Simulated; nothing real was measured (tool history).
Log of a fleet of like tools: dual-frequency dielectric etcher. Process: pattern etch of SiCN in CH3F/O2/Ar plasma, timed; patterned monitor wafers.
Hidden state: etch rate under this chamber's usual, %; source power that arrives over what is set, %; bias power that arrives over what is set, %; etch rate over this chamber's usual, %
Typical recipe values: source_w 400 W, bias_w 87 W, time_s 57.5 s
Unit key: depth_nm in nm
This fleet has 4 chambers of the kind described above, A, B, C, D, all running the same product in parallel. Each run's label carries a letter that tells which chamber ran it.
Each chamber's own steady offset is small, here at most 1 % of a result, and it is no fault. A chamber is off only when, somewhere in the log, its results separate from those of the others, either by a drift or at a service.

run	hour	source_w	bias_w	time_s	hours since the last wet clean	hours since the last source power generator calibration	hours since the last bias power generator calibration	read-back reference wafer on the same gauge, depth_nm	depth_nm
1A	4.2	400	87	57.5	25.5	270.9	361.0	25.599	23.317
2D	8.0	400	87	57.5	510.6	1086.2	811.4	25.621	23.022
3C	12.8	400	87	57.5	63.7	3714.5	1860.0	25.559	23.036
4B	15.5	400	87	57.5	280.6	3254.6	677.4	25.623	22.996
5B	21.2	400	87	57.5	286.3	3260.3	683.1	25.600	22.988
6D	27.1	400	87	57.5	529.7	1105.3	830.5	25.574	23.162
7C	31.1	400	87	70.5	82.0	3732.8	1878.3	25.597	28.258
# hour 34.8: chamber D: wet clean of the chamber
8A	36.4	400	87	70.5	57.7	303.1	393.2	25.572	28.443
9A	39.2	400	87	70.5	60.5	305.9	396.0	25.585	28.517
10C	44.6	400	87	70.5	95.5	3746.3	1891.8	25.591	28.416
11B	49.7	400	87	57.5	314.8	3288.8	711.6	25.591	22.643
12D	55.0	400	87	57.5	20.3	1133.2	858.4	25.637	22.936
13B	59.1	400	87	57.5	324.2	3298.2	721.0	25.626	22.616
14A	64.6	400	87	57.5	85.9	331.3	421.4	25.587	23.124
15C	68.8	400	87	57.5	119.7	3770.5	1916.0	25.597	23.085
16D	74.2	400	87	57.5	39.5	1152.4	877.6	25.632	23.154
17B	77.5	400	87	57.5	342.6	3316.6	739.4	25.573	22.722
18C	82.9	400	87	57.5	133.8	3784.6	1930.1	25.610	23.381
19D	87.0	400	87	57.5	52.3	1165.2	890.4	25.588	22.935
20A	92.6	400	87	57.5	113.9	359.3	449.4	25.626	23.397
21D	95.9	400	97	57.5	61.2	1174.1	899.3	25.572	24.000
22A	102.1	400	97	57.5	123.4	368.8	458.9	25.630	24.008
23B	107.0	400	97	57.5	372.1	3346.1	768.9	25.539	23.372
24C	110.2	400	97	57.5	161.1	3811.9	1957.4	25.631	24.192
25C	116.3	400	87	57.5	167.2	3818.0	1963.5	25.610	23.241

Predict what each chamber gives when all 4 of them run the settings below next.
26A	120.8	400	87	57.5					?
26B	120.8	400	87	57.5					?
26C	120.8	400	87	57.5					?
26D	120.8	400	87	57.5					?

run	depth_nm
26A	22.929
26B	22.371
26C	23.214
26D	23.268
